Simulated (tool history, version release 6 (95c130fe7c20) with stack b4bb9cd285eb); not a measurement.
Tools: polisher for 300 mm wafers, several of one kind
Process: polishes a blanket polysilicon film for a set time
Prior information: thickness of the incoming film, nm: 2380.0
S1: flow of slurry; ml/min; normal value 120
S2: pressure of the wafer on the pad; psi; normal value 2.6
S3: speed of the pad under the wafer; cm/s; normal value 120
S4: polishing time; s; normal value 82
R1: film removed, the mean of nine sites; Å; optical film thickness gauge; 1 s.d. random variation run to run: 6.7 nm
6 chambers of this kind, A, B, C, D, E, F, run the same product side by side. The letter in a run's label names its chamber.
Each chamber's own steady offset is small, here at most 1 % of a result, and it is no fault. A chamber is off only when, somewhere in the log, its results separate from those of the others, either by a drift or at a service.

At hour 5.4: chamber D: worn pad replaced by a new one.
Run 1D, hour 13.1: usual settings. Result: R1 7955.9 Å.
At hour 17.0: chamber A: worn pad replaced by a new one.
At hour 24.6: chamber C: head pressure recalibrated.
At hour 25.1: chamber C: worn pad replaced by a new one.
Run 2B, hour 25.5: usual settings. Result: R1 7950.2 Å.
At hour 25.7: chamber F: worn pad replaced by a new one.
Run 3A, hour 33.8: usual settings. Result: R1 8071.0 Å.
Run 4F, hour 46.9: usual settings. Result: R1 7934.6 Å.
Run 5E, hour 61.8: usual settings. Result: R1 7967.3 Å.
At hour 68.5: chamber B: head pressure recalibrated.
Run 6C, hour 75.0: usual settings. Result: R1 7853.9 Å.
At hour 83.5: chamber E: worn pad replaced by a new one.
Run 7A, hour 89.5: usual settings. Result: R1 7989.2 Å.
Run 8D, hour 102.4: usual settings but S1 105 ml/min, S4 104 s. Result: R1 9647.5 Å.
At hour 104.3: chamber D: worn pad replaced by a new one.
At hour 110.0: chamber C: worn pad replaced by a new one.
Run 9E, hour 116.0: usual settings but S1 105 ml/min, S4 104 s. Result: R1 9576.0 Å.
Run 10F, hour 127.1: usual settings but S1 105 ml/min, S4 104 s. Result: R1 9666.6 Å.
At hour 129.3: chamber A: head pressure recalibrated.
At hour 132.7: chamber F: worn pad replaced by a new one.
Run 11C, hour 135.0: usual settings but S1 105 ml/min, S4 104 s. Result: R1 9772.8 Å.
At hour 141.8: chamber B: worn pad replaced by a new one.
At hour 148.0: chamber F: head pressure recalibrated.
Run 12B, hour 148.7: usual settings but S1 105 ml/min, S4 104 s. Result: R1 9823.6 Å.
At hour 158.6: chamber F: slurry nozzle cleaned.
At hour 161.3: chamber A: worn pad replaced by a new one.
Run 13A, hour 161.5: usual settings but S1 105 ml/min, S4 104 s. Result: R1 9944.2 Å.
Run 14F, hour 169.1: usual settings. Result: R1 7832.0 Å.
Run 15E, hour 177.2: usual settings but S3 86 cm/s. Result: R1 5745.9 Å.
At hour 188.7: chamber C: worn pad replaced by a new one.
Run 16B, hour 188.9: usual settings but S3 86 cm/s. Result: R1 5669.5 Å.
Run 17D, hour 200.2: usual settings but S3 86 cm/s. Result: R1 5588.9 Å.
At hour 202.0: chamber D: worn pad replaced by a new one.
Run 18C, hour 207.6: usual settings but S3 86 cm/s. Result: R1 5621.8 Å.
At hour 212.2: chamber E: worn pad replaced by a new one.
At hour 216.4: chamber E: slurry nozzle cleaned.
Run 19F, hour 219.8: usual settings but S3 86 cm/s. Result: R1 5624.0 Å.
Run 20A, hour 230.7: usual settings but S3 86 cm/s. Result: R1 5722.0 Å.
Run 21E, hour 237.4: usual settings. Result: R1 7811.1 Å.
Run 22C, hour 247.5: usual settings. Result: R1 8015.9 Å.
Run 23D, hour 259.7: usual settings. Result: R1 7850.5 Å.
At hour 260.4: chamber C: worn pad replaced by a new one.
At hour 263.1: chamber F: worn pad replaced by a new one.
Run 24B, hour 266.7: usual settings. Result: R1 7855.5 Å.
Run 25F, hour 277.2: usual settings. Result: R1 7962.3 Å.
At hour 280.1: chamber E: head pressure recalibrated.
Run 26B, hour 285.9: usual settings. Result: R1 7791.4 Å.
At hour 293.0: chamber C: slurry nozzle cleaned.
Run 27E, hour 297.2: usual settings. Result: R1 7834.5 Å.
At hour 307.9: chamber B: worn pad replaced by a new one.
Run 28C, hour 308.2: usual settings. Result: R1 7896.1 Å.
At hour 308.7: chamber D: worn pad replaced by a new one.
At hour 314.7: chamber A: worn pad replaced by a new one.
Run 29D, hour 318.1: usual settings. Result: R1 7967.0 Å.
Run 30A, hour 329.2: usual settings. Result: R1 8111.6 Å.
Run 31C, hour 338.0: usual settings. Result: R1 7814.4 Å.
At hour 342.0: chamber B: slurry nozzle cleaned.
Run 32E, hour 345.1: usual settings. Result: R1 7807.2 Å.
Run 33D, hour 352.3: usual settings. Result: R1 7900.7 Å.
Run 34F, hour 359.6: usual settings. Result: R1 7929.0 Å.
Run 35B, hour 369.3: usual settings. Result: R1 7796.8 Å.
Run 36A, hour 380.4: usual settings. Result: R1 7893.5 Å.

Read the log: is a single chamber off, either drifting away or since a service, is the gauge that measures every chamber drifting, or is nothing wrong beyond small per-chamber offsets? Name any odd chamber and what most likely caused it.

No chamber is off and the gauge is stable; the differences are just each chamber's small, constant offset.

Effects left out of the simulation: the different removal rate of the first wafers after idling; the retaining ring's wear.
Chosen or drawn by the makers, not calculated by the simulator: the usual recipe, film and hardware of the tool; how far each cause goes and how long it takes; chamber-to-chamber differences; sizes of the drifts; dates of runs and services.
